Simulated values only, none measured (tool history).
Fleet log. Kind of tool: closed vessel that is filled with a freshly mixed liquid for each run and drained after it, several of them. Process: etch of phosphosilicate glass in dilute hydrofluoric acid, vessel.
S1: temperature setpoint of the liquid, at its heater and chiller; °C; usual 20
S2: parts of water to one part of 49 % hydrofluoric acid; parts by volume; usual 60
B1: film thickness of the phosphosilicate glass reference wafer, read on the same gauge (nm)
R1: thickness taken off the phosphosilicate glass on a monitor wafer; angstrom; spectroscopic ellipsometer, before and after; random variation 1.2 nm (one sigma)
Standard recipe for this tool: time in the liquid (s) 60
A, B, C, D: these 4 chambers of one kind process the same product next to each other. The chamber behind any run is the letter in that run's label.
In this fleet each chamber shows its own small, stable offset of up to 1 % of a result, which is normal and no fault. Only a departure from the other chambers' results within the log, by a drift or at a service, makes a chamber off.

{"run": "1B", "hour": 9.2, "S1": 20, "S2": 60, "time in the liquid (s)": 60, "B1": 150.0, "R1": 1786.7}
{"run": "2C", "hour": 16.7, "S1": 20, "S2": 60, "time in the liquid (s)": 60, "B1": 150.08, "R1": 1773.0}
{"run": "3D", "hour": 24.1, "S1": 20, "S2": 60, "time in the liquid (s)": 60, "B1": 150.02, "R1": 1743.9}
{"run": "4A", "hour": 36.7, "S1": 20, "S2": 60, "time in the liquid (s)": 60, "B1": 150.03, "R1": 1752.0}
{"run": "5B", "hour": 48.0, "S1": 20, "S2": 50, "time in the liquid (s)": 80, "B1": 150.01, "R1": 2881.0}
{"run": "6D", "hour": 54.5, "S1": 20, "S2": 50, "time in the liquid (s)": 80, "B1": 150.01, "R1": 2840.2}
{"run": "7C", "hour": 64.3, "S1": 20, "S2": 50, "time in the liquid (s)": 80, "B1": 150.0, "R1": 2867.4}
{"run": "8A", "hour": 72.7, "S1": 20, "S2": 50, "time in the liquid (s)": 80, "B1": 150.0, "R1": 2797.2}
{"run": "9A", "hour": 81.3, "S1": 20, "S2": 60, "time in the liquid (s)": 60, "B1": 150.02, "R1": 1772.1}
{"run": "10C", "hour": 95.9, "S1": 20, "S2": 60, "time in the liquid (s)": 60, "B1": 150.03, "R1": 1756.7}
{"run": "11D", "hour": 105.3, "S1": 20, "S2": 60, "time in the liquid (s)": 60, "B1": 150.03, "R1": 1760.6}
{"run": "12B", "hour": 114.3, "S1": 20, "S2": 60, "time in the liquid (s)": 60, "B1": 150.04, "R1": 1749.9}
{"hour": 120.7, "done": "chamber C: hydrofluoric acid flow meter replaced"}
{"run": "13B", "hour": 123.1, "S1": 20, "S2": 60, "time in the liquid (s)": 60, "B1": 149.97, "R1": 1730.2}
{"run": "14A", "hour": 137.8, "S1": 20, "S2": 60, "time in the liquid (s)": 60, "B1": 149.95, "R1": 1770.6}
{"run": "15D", "hour": 152.6, "S1": 20, "S2": 60, "time in the liquid (s)": 60, "B1": 149.99, "R1": 1762.7}
{"run": "16C", "hour": 160.6, "S1": 20, "S2": 60, "time in the liquid (s)": 60, "B1": 150.0, "R1": 1803.2}
{"run": "17D", "hour": 171.4, "S1": 20, "S2": 60, "time in the liquid (s)": 60, "B1": 149.97, "R1": 1765.5}
{"run": "18B", "hour": 184.9, "S1": 20, "S2": 60, "time in the liquid (s)": 60, "B1": 149.99, "R1": 1721.7}
{"run": "19A", "hour": 196.6, "S1": 20, "S2": 60, "time in the liquid (s)": 60, "B1": 149.98, "R1": 1747.6}
{"run": "20C", "hour": 206.5, "S1": 20, "S2": 60, "time in the liquid (s)": 60, "B1": 149.99, "R1": 1792.1}
{"hour": 207.4, "done": "chamber A: thermometer replaced"}
{"run": "21A", "hour": 217.2, "S1": 20, "S2": 60, "time in the liquid (s)": 60, "B1": 150.02, "R1": 1741.7}
{"run": "22B", "hour": 224.2, "S1": 20, "S2": 60, "time in the liquid (s)": 60, "B1": 150.0, "R1": 1693.9}
{"run": "23D", "hour": 237.4, "S1": 20, "S2": 60, "time in the liquid (s)": 60, "B1": 150.04, "R1": 1765.3}
{"run": "24C", "hour": 245.6, "S1": 20, "S2": 60, "time in the liquid (s)": 60, "B1": 149.99, "R1": 1774.4}
{"run": "25B", "hour": 257.0, "S1": 20, "S2": 90, "time in the liquid (s)": 60, "B1": 150.0, "R1": 1100.3}
{"run": "26D", "hour": 266.4, "S1": 20, "S2": 90, "time in the liquid (s)": 60, "B1": 150.0, "R1": 1130.0}
{"run": "27C", "hour": 274.2, "S1": 20, "S2": 90, "time in the liquid (s)": 60, "B1": 150.03, "R1": 1142.8}
{"hour": 281.2, "done": "chamber D: thermometer replaced"}
{"run": "28A", "hour": 282.1, "S1": 20, "S2": 90, "time in the liquid (s)": 60, "B1": 150.0, "R1": 1139.7}
{"hour": 287.3, "done": "chamber A: hydrofluoric acid flow meter replaced"}
{"run": "29B", "hour": 292.5, "S1": 20, "S2": 60, "time in the liquid (s)": 60, "B1": 149.99, "R1": 1658.8}
{"run": "30C", "hour": 302.7, "S1": 20, "S2": 60, "time in the liquid (s)": 60, "B1": 150.03, "R1": 1782.1}
{"run": "31A", "hour": 315.1, "S1": 20, "S2": 60, "time in the liquid (s)": 60, "B1": 149.99, "R1": 1777.9}
{"run": "32D", "hour": 325.2, "S1": 20, "S2": 60, "time in the liquid (s)": 60, "B1": 150.03, "R1": 1738.5}
{"run": "33B", "hour": 333.9, "S1": 20, "S2": 60, "time in the liquid (s)": 60, "B1": 149.99, "R1": 1664.2}
{"run": "34A", "hour": 341.8, "S1": 20, "S2": 85, "time in the liquid (s)": 80, "B1": 149.99, "R1": 1636.2}

All 4 chambers run these settings next. Forecast each chamber's results:
{"run": "35A", "hour": 352.6, "S1": 20, "S2": 60, "time in the liquid (s)": 50, "R1": "?"}
{"run": "35B", "hour": 352.6, "S1": 20, "S2": 60, "time in the liquid (s)": 50, "R1": "?"}
{"run": "35C", "hour": 352.6, "S1": 20, "S2": 60, "time in the liquid (s)": 50, "R1": "?"}
{"run": "35D", "hour": 352.6, "S1": 20, "S2": 60, "time in the liquid (s)": 50, "R1": "?"}

run=35A R1=1460.1
run=35B R1=1349.0
run=35C R1=1479.7
run=35D R1=1475.6
